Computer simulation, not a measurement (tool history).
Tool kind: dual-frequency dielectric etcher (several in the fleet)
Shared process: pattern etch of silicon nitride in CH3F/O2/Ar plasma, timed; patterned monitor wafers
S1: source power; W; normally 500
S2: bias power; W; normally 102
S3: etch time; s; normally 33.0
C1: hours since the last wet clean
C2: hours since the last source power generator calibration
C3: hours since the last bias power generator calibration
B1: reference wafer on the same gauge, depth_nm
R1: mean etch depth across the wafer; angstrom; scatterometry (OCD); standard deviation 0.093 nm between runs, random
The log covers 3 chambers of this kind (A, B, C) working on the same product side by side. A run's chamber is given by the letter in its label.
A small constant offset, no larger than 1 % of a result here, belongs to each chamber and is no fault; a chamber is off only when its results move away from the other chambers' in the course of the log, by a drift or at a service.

run 1A hour=2.7 | S1=500 S2=102 S3=33.0 | C1=346.4 C2=820.0 C3=374.3 | B1=29.884 | R1=283.41
run 2B hour=7.1 | S1=500 S2=102 S3=33.0 | C1=502.0 C2=345.2 C3=2326.8 | B1=29.923 | R1=284.77
run 3C hour=11.8 | S1=500 S2=102 S3=33.0 | C1=425.4 C2=1651.2 C3=4159.7 | B1=29.921 | R1=281.04
run 4C hour=14.0 | S1=500 S2=102 S3=33.0 | C1=427.6 C2=1653.4 C3=4161.9 | B1=29.893 | R1=280.73
run 5A hour=17.1 | S1=500 S2=102 S3=33.0 | C1=360.8 C2=834.4 C3=388.7 | B1=29.894 | R1=284.04
run 6B hour=21.0 | S1=500 S2=102 S3=33.0 | C1=515.9 C2=359.1 C3=2340.7 | B1=29.892 | R1=286.29
run 7C hour=23.5 | S1=500 S2=102 S3=33.0 | C1=437.1 C2=1662.9 C3=4171.4 | B1=29.893 | R1=282.17
run 8A hour=26.0 | S1=500 S2=102 S3=33.0 | C1=369.7 C2=843.3 C3=397.6 | B1=29.864 | R1=282.48
run 9B hour=28.6 | S1=500 S2=102 S3=33.0 | C1=523.5 C2=366.7 C3=2348.3 | B1=29.905 | R1=285.28
run 10A hour=30.8 | S1=500 S2=102 S3=33.0 | C1=374.5 C2=848.1 C3=402.4 | B1=29.905 | R1=284.39
run 11C hour=35.5 | S1=500 S2=102 S3=33.0 | C1=449.1 C2=1674.9 C3=4183.4 | B1=29.894 | R1=281.92
run 12B hour=38.5 | S1=500 S2=102 S3=33.0 | C1=533.4 C2=376.6 C3=2358.2 | B1=29.916 | R1=284.50
run 13B hour=43.2 | S1=500 S2=102 S3=33.0 | C1=538.1 C2=381.3 C3=2362.9 | B1=29.896 | R1=285.36
-- hour=43.8 chamber B: wet clean of the chamber
run 14A hour=47.6 | S1=500 S2=102 S3=33.0 | C1=391.3 C2=864.9 C3=419.2 | B1=29.908 | R1=283.97
run 15C hour=52.2 | S1=400 S2=124 S3=33.0 | C1=465.8 C2=1691.6 C3=4200.1 | B1=29.885 | R1=278.69
run 16C hour=54.8 | S1=400 S2=124 S3=33.0 | C1=468.4 C2=1694.2 C3=4202.7 | B1=29.894 | R1=278.13
run 17B hour=57.4 | S1=400 S2=124 S3=33.0 | C1=13.6 C2=395.5 C3=2377.1 | B1=29.909 | R1=296.02
-- hour=58.6 chamber C: wet clean of the chamber
run 18A hour=60.1 | S1=500 S2=102 S3=33.0 | C1=403.8 C2=877.4 C3=431.7 | B1=29.901 | R1=284.70
run 19C hour=64.8 | S1=500 S2=102 S3=33.0 | C1=6.2 C2=1704.2 C3=4212.7 | B1=29.933 | R1=279.96
run 20B hour=67.4 | S1=500 S2=102 S3=33.0 | C1=23.6 C2=405.5 C3=2387.1 | B1=29.910 | R1=299.71
run 21A hour=72.3 | S1=500 S2=102 S3=33.0 | C1=416.0 C2=889.6 C3=443.9 | B1=29.935 | R1=283.16
run 22B hour=74.7 | S1=500 S2=102 S3=33.0 | C1=30.9 C2=412.8 C3=2394.4 | B1=29.897 | R1=297.77
run 23C hour=79.5 | S1=500 S2=102 S3=33.0 | C1=20.9 C2=1718.9 C3=4227.4 | B1=29.917 | R1=281.78
run 24A hour=82.6 | S1=500 S2=102 S3=33.0 | C1=426.3 C2=899.9 C3=454.2 | B1=29.902 | R1=282.92
run 25B hour=85.3 | S1=500 S2=102 S3=33.0 | C1=41.5 C2=423.4 C3=2405.0 | B1=29.887 | R1=298.83
run 26A hour=87.9 | S1=500 S2=102 S3=33.0 | C1=431.6 C2=905.2 C3=459.5 | B1=29.918 | R1=285.39
run 27C hour=91.5 | S1=500 S2=102 S3=33.0 | C1=32.9 C2=1730.9 C3=4239.4 | B1=29.859 | R1=281.32
run 28C hour=94.6 | S1=500 S2=102 S3=33.0 | C1=36.0 C2=1734.0 C3=4242.5 | B1=29.921 | R1=281.16
run 29B hour=98.5 | S1=500 S2=102 S3=33.0 | C1=54.7 C2=436.6 C3=2418.2 | B1=29.880 | R1=298.58
run 30A hour=100.7 | S1=500 S2=102 S3=33.0 | C1=444.4 C2=918.0 C3=472.3 | B1=29.913 | R1=284.54
run 31C hour=105.0 | S1=500 S2=102 S3=33.0 | C1=46.4 C2=1744.4 C3=4252.9 | B1=29.910 | R1=280.93
run 32A hour=107.8 | S1=570 S2=102 S3=25.5 | C1=451.5 C2=925.1 C3=479.4 | B1=29.861 | R1=229.00
run 33B hour=110.8 | S1=570 S2=102 S3=25.5 | C1=67.0 C2=448.9 C3=2430.5 | B1=29.916 | R1=242.57

For the next run the whole fleet of 3 chambers uses the same settings. Give each chamber's results:
run 34A hour=114.3 | S1=500 S2=102 S3=41.5 | R1=?
run 34B hour=114.3 | S1=500 S2=102 S3=41.5 | R1=?
run 34C hour=114.3 | S1=500 S2=102 S3=41.5 | R1=?

run=34A R1=357.32
run=34B R1=377.09
run=34C R1=352.22

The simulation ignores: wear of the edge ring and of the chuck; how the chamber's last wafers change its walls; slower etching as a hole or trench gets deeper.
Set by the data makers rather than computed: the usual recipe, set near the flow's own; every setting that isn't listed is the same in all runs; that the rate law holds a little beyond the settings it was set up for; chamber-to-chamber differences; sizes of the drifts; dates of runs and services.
